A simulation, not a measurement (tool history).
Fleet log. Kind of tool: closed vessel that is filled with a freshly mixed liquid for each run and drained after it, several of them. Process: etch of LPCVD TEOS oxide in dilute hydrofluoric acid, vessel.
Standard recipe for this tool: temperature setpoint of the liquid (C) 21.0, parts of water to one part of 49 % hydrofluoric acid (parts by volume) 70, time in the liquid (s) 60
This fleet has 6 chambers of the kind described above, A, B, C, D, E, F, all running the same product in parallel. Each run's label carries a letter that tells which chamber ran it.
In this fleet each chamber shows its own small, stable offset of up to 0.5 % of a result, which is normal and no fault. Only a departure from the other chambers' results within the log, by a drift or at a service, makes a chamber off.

| run | hour | temperature setpoint of the liquid (C) | parts of water to one part of 49 % hydrofluoric acid (parts by volume) | time in the liquid (s) | hours since the thermometer was replaced | hours since the hydrofluoric acid flow meter was replaced | read-back film thickness of the LPCVD TEOS oxide reference wafer, read on the same gauge (nm) | thickness taken off the LPCVD TEOS oxide on a monitor wafer (angstrom) |
|---|---|---|---|---|---|---|---|---|
| 1F | 14.0 | 21.0 | 70 | 60 | 683.0 | 655.5 | 109.95 | 352.74 |
| 2D | 22.9 | 21.0 | 70 | 60 | 1561.7 | 99.7 | 110.01 | 351.52 |
|  | 32.6 | chamber E: thermometer replaced |
| 3A | 32.6 | 21.0 | 70 | 60 | 36.0 | 1067.4 | 109.96 | 349.90 |
| 4C | 39.1 | 21.0 | 70 | 60 | 706.8 | 921.7 | 110.00 | 350.93 |
| 5B | 51.3 | 21.0 | 70 | 60 | 588.0 | 884.6 | 110.02 | 348.63 |
| 6E | 63.4 | 21.0 | 70 | 60 | 30.8 | 512.2 | 110.01 | 351.71 |
| 7A | 74.6 | 21.0 | 70 | 60 | 78.0 | 1109.4 | 109.99 | 348.99 |
| 8E | 83.4 | 21.0 | 70 | 60 | 50.8 | 532.2 | 110.01 | 351.81 |
| 9F | 96.0 | 21.0 | 70 | 60 | 765.0 | 737.5 | 109.99 | 349.60 |
|  | 102.9 | chamber D: thermometer replaced |
| 10D | 109.0 | 21.0 | 70 | 60 | 6.1 | 185.8 | 109.97 | 350.09 |
| 11C | 118.4 | 21.0 | 70 | 75 | 786.1 | 1001.0 | 110.02 | 439.01 |
| 12B | 132.5 | 21.0 | 70 | 75 | 669.2 | 965.8 | 110.04 | 434.59 |
| 13B | 146.5 | 21.0 | 70 | 75 | 683.2 | 979.8 | 109.97 | 434.52 |
| 14F | 158.2 | 21.0 | 70 | 75 | 827.2 | 799.7 | 109.98 | 437.80 |
| 15C | 167.0 | 21.0 | 70 | 75 | 834.7 | 1049.6 | 110.02 | 438.21 |
| 16A | 173.6 | 21.0 | 70 | 75 | 177.0 | 1208.4 | 110.01 | 436.21 |
| 17D | 185.2 | 21.0 | 70 | 60 | 82.3 | 262.0 | 109.95 | 348.87 |
| 18E | 198.0 | 21.0 | 70 | 60 | 165.4 | 646.8 | 110.01 | 351.51 |
| 19D | 211.4 | 21.0 | 70 | 75 | 108.5 | 288.2 | 110.01 | 437.36 |
|  | 216.5 | chamber F: thermometer replaced |
| 20A | 225.8 | 21.0 | 70 | 75 | 229.2 | 1260.6 | 110.00 | 436.27 |
| 21B | 237.0 | 21.0 | 70 | 75 | 773.7 | 1070.3 | 109.98 | 441.15 |
| 22F | 248.5 | 21.0 | 70 | 75 | 32.0 | 890.0 | 109.99 | 439.23 |
| 23E | 261.2 | 21.0 | 70 | 75 | 228.6 | 710.0 | 110.02 | 440.21 |
| 24C | 272.4 | 21.0 | 70 | 75 | 940.1 | 1155.0 | 110.00 | 438.05 |
| 25F | 284.3 | 21.0 | 70 | 60 | 67.8 | 925.8 | 110.01 | 350.32 |
| 26E | 292.9 | 19.5 | 70 | 60 | 260.3 | 741.7 | 110.04 | 326.86 |
| 27B | 300.7 | 19.5 | 70 | 60 | 837.4 | 1134.0 | 110.03 | 332.58 |
| 28D | 310.3 | 19.5 | 70 | 60 | 207.4 | 387.1 | 109.97 | 328.33 |
| 29A | 319.2 | 19.5 | 70 | 60 | 322.6 | 1354.0 | 110.02 | 326.32 |
| 30C | 327.1 | 19.5 | 70 | 60 | 994.8 | 1209.7 | 110.00 | 329.23 |
| 31A | 341.7 | 19.5 | 70 | 60 | 345.1 | 1376.5 | 110.02 | 327.79 |
| 32F | 351.9 | 21.0 | 70 | 60 | 135.4 | 993.4 | 109.95 | 351.09 |
| 33B | 360.1 | 21.0 | 70 | 60 | 896.8 | 1193.4 | 109.98 | 356.39 |
| 34D | 369.6 | 21.0 | 70 | 60 | 266.7 | 446.4 | 109.99 | 349.83 |
| 35E | 378.0 | 21.0 | 55 | 60 | 345.4 | 826.8 | 110.00 | 454.89 |
| 36C | 388.0 | 21.0 | 55 | 60 | 1055.7 | 1270.6 | 110.04 | 453.00 |
| 37C | 395.7 | 21.0 | 55 | 60 | 1063.4 | 1278.3 | 109.99 | 453.35 |

Next, all 6 chambers run the settings below, one line each with question marks for the results. What does each chamber give?
| 38A | 406.3 | 21.0 | 70 | 60 |  |  |  | ? |
| 38B | 406.3 | 21.0 | 70 | 60 |  |  |  | ? |
| 38C | 406.3 | 21.0 | 70 | 60 |  |  |  | ? |
| 38D | 406.3 | 21.0 | 70 | 60 |  |  |  | ? |
| 38E | 406.3 | 21.0 | 70 | 60 |  |  |  | ? |
| 38F | 406.3 | 21.0 | 70 | 60 |  |  |  | ? |

| run | thickness taken off the LPCVD TEOS oxide on a monitor wafer (angstrom) |
|---|---|
| 38A | 350.01 |
| 38B | 356.93 |
| 38C | 349.83 |
| 38D | 351.25 |
| 38E | 351.59 |
| 38F | 350.28 |
